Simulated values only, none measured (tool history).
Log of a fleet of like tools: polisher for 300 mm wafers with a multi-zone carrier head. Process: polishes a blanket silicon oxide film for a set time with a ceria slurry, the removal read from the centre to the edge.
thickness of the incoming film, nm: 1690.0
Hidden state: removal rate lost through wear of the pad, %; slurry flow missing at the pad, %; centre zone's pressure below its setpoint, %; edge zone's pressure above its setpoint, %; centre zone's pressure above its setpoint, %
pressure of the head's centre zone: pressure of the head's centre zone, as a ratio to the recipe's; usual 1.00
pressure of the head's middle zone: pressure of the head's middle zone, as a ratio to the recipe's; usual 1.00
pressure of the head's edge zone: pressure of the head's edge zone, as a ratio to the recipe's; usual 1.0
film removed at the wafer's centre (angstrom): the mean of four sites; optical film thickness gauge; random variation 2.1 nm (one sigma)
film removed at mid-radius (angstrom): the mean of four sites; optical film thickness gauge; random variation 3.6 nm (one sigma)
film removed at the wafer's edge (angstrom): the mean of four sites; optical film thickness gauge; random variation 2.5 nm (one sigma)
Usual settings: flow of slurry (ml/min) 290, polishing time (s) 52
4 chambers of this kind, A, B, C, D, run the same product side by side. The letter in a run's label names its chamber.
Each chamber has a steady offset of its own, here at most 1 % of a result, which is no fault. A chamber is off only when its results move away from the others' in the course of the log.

run   hour  flow of slurry (ml/min)  pressure of the head's centre zone  pressure of the head's middle zone  pressure of the head's edge zone  polishing time (s)  wafers polished on this pad  hours since the slurry nozzle was cleaned  hours since the centre zone pressure was calibrated  hours since the edge zone pressure was calibrated  film removed at the wafer's centre (angstrom)  film removed at mid-radius (angstrom)  film removed at the wafer's edge (angstrom)
       3.9  -- chamber D: worn pad replaced by a new one
 1C    4.0                      290                                1.00                                1.00                               1.0                  52                          469                                      140.3                                                281.0                                               73.1                                         3063.1                                 3009.1                                       3042.3
 2A    9.6                      290                                1.00                                1.00                               1.0                  52                          530                                      253.1                                                537.1                                              376.3                                         3126.7                                 2993.6                                       3102.8
 3B   12.8                      290                                1.00                                1.00                               1.0                  52                          869                                       80.3                                               1207.7                                              316.1                                         3124.9                                 3082.5                                       3061.8
 4D   17.4                      290                                1.00                                1.00                               1.0                  52                           90                                      651.3                                                843.2                                               76.5                                         3077.3                                 3052.5                                       3066.4
      21.4  -- chamber D: slurry nozzle cleaned
 5A   22.7                      290                                1.00                                1.00                               1.0                  52                          617                                      266.2                                                550.2                                              389.4                                         3112.0                                 3098.2                                       3064.0
      24.5  -- chamber B: worn pad replaced by a new one
 6B   29.0                      290                                1.00                                1.00                               1.0                  52                           30                                       96.5                                               1223.9                                              332.3                                         3103.0                                 3072.1                                       3134.5
 7D   35.1                      290                                1.00                                1.00                               1.0                  52                          207                                       13.7                                                860.9                                               94.2                                         3095.9                                 3051.3                                       3017.7
 8C   38.5                      290                                1.00                                1.00                               1.0                  52                          698                                      174.8                                                315.5                                              107.6                                         3107.6                                 3091.2                                       3055.5
 9D   42.7                      290                                1.00                                1.00                               1.0                  52                          258                                       21.3                                                868.5                                              101.8                                         3075.2                                 3047.6                                       3061.4
10C   49.8                      290                                1.00                                1.00                               1.0                  52                          773                                      186.1                                                326.8                                              118.9                                         3096.8                                 3076.3                                       3024.8
11A   56.9                      290                                1.00                                1.00                               1.0                  52                          844                                      300.4                                                584.4                                              423.6                                         3058.8                                 3070.3                                       3027.1
12B   62.6                      290                                1.09                                1.00                               1.0                  58                          253                                      130.1                                               1257.5                                              365.9                                         3794.2                                 3534.0                                       3426.2
13D   70.0                      290                                1.09                                1.00                               1.0                  58                          439                                       48.6                                                895.8                                              129.1                                         3715.7                                 3444.6                                       3426.3
14B   73.8                      290                                1.09                                1.00                               1.0                  58                          327                                      141.3                                               1268.7                                              377.1                                         3822.2                                 3514.2                                       3413.6
15C   80.3                      290                                1.09                                1.00                               1.0                  58                          976                                      216.6                                                357.3                                              149.4                                         3783.2                                 3387.3                                       3450.4
      85.3  -- chamber A: slurry nozzle cleaned
16A   86.3                      290                                1.00                                1.00                               1.0                  52                         1039                                        1.0                                                613.8                                              453.0                                         3037.2                                 3099.5                                       3045.8
17D   93.7                      290                                1.00                                1.00                               1.0                  52                          596                                       72.3                                                919.5                                              152.8                                         3094.3                                 3095.0                                       3081.8
18C   99.5                      290                                1.00                                1.00                               1.0                  52                         1103                                      235.8                                                376.5                                              168.6                                         3072.0                                 3033.7                                       3063.2
19A  105.2                      290                                1.00                                1.00                               1.0                  52                         1165                                       19.9                                                632.7                                              471.9                                         3030.9                                 3095.2                                       3044.1
20B  111.5                      290                                0.96                                1.00                               1.0                  52                          577                                      179.0                                               1306.4                                              414.8                                         2958.1                                 3140.8                                       3073.0
     114.3  -- chamber A: worn pad replaced by a new one
21B  118.7                      290                                0.96                                1.00                               1.0                  52                          625                                      186.2                                               1313.6                                              422.0                                         2953.5                                 3085.1                                       3136.4
22C  125.1                      290                                0.96                                1.00                               1.0                  52                         1273                                      261.4                                                402.1                                              194.2                                         2942.6                                 3087.9                                       3062.4
23A  129.2                      290                                0.96                                1.00                               1.0                  52                           99                                       43.9                                                656.7                                              495.9                                         2907.5                                 3102.4                                       3052.4
24D  134.4                      290                                1.00                                1.00                               1.0                  52                          866                                      113.0                                                960.2                                              193.5                                         3060.2                                 3041.5                                       3041.5
     137.4  -- chamber B: centre zone pressure recalibrated
     137.7  -- chamber C: worn pad replaced by a new one
25C  140.5                      290                                1.00                                1.00                               1.0                  52                           18                                      276.8                                                417.5                                              209.6                                         3111.8                                 3075.5                                       3038.0
     141.3  -- chamber B: worn pad replaced by a new one
26A  146.0                      225                                1.00                                0.89                               1.0                  52                          211                                       60.7                                                673.5                                              512.7                                         2870.6                                 2701.5                                       3024.0
     151.0  -- chamber D: worn pad replaced by a new one
27D  151.9                      225                                1.00                                0.89                               1.0                  52                            6                                      130.5                                                977.7                                              211.0                                         2976.1                                 2689.0                                       2998.6
28B  156.0                      225                                1.00                                0.89                               1.0                  52                           98                                      223.5                                                 18.7                                              459.3                                         3013.6                                 2690.6                                       2976.4
29D  162.1                      225                                1.00                                0.89                               1.0                  52                           73                                      140.7                                                987.9                                              221.2                                         2983.2                                 2694.7                                       3003.3
30C  168.8                      290                                0.91                                1.00                               1.0                  52                          206                                      305.1                                                445.8                                              237.9                                         2764.5                                 3103.6                                       3091.8
31B  172.1                      290                                0.91                                1.00                               1.0                  52                          205                                      239.6                                                 34.8                                              475.4                                         2809.6                                 3114.8                                       3100.0
32A  177.1                      290                                0.91                                1.00                               1.0                  52                          417                                       91.8                                                704.6                                              543.8                                         2655.9                                 3128.8                                       3056.5
33D  181.6                      290                                0.91                                1.00                               1.0                  52                          203                                      160.2                                               1007.4                                              240.7                                         2772.6                                 3075.3                                       3059.2
34A  186.3                      290                                1.00                                1.00                               1.0                  52                          478                                      101.0                                                713.8                                              553.0                                         2941.6                                 3049.7                                       3031.9
35B  191.9                      290                                1.00                                1.00                               1.0                  52                          336                                      259.4                                                 54.6                                              495.2                                         3085.6                                 3113.0                                       3101.9

What goes on in this fleet: one chamber off, a drifting gauge, or nothing beyond the chambers' own small offsets? Name the chamber and the cause, if any.

Chamber A drifts away from the others.
Cause: centre zone's pressure below its setpoint, % = 5.03.

Here are 4 candidates for chamber A's next run, each the usual settings with a change, their results left as question marks. Which one brings its results back in line with what the others give on the usual settings?
In line means no further than this from the other chambers' mean on the usual settings: film removed at the wafer's centre (angstrom) 74.0; film removed at mid-radius (angstrom) 130.0; film removed at the wafer's edge (angstrom) 86.0
36A-1  197.2                      290                                0.96                                1.01                              1.01                  52                                                                                                                                                                                                                              ?                                      ?                                            ?
36A-2  197.2                      285                                0.93                                1.02                              1.02                  51                                                                                                                                                                                                                              ?                                      ?                                            ?
36A-3  197.2                      295                                1.07                                0.98                              0.98                  53                                                                                                                                                                                                                              ?                                      ?                                            ?
36A-4  197.2                      290                                1.04                                0.99                              0.99                  52                                                                                                                                                                                                                              ?                                      ?                                            ?

The other chambers' mean on the usual settings: film removed at the wafer's centre (angstrom) 3092.3; film removed at mid-radius (angstrom) 3083.5; film removed at the wafer's edge (angstrom) 3058.7
  run  film removed at the wafer's centre (angstrom)  film removed at mid-radius (angstrom)  film removed at the wafer's edge (angstrom)
36A-1                                         2816.9                                 3089.9                                       3063.4
36A-2                                         2661.3                                 3052.8                                       3015.5
36A-3                                         3244.2                                 3067.9                                       3079.4
36A-4                                         3078.8                                 3033.1                                       3032.8
36A-4 brings the chamber back in line.

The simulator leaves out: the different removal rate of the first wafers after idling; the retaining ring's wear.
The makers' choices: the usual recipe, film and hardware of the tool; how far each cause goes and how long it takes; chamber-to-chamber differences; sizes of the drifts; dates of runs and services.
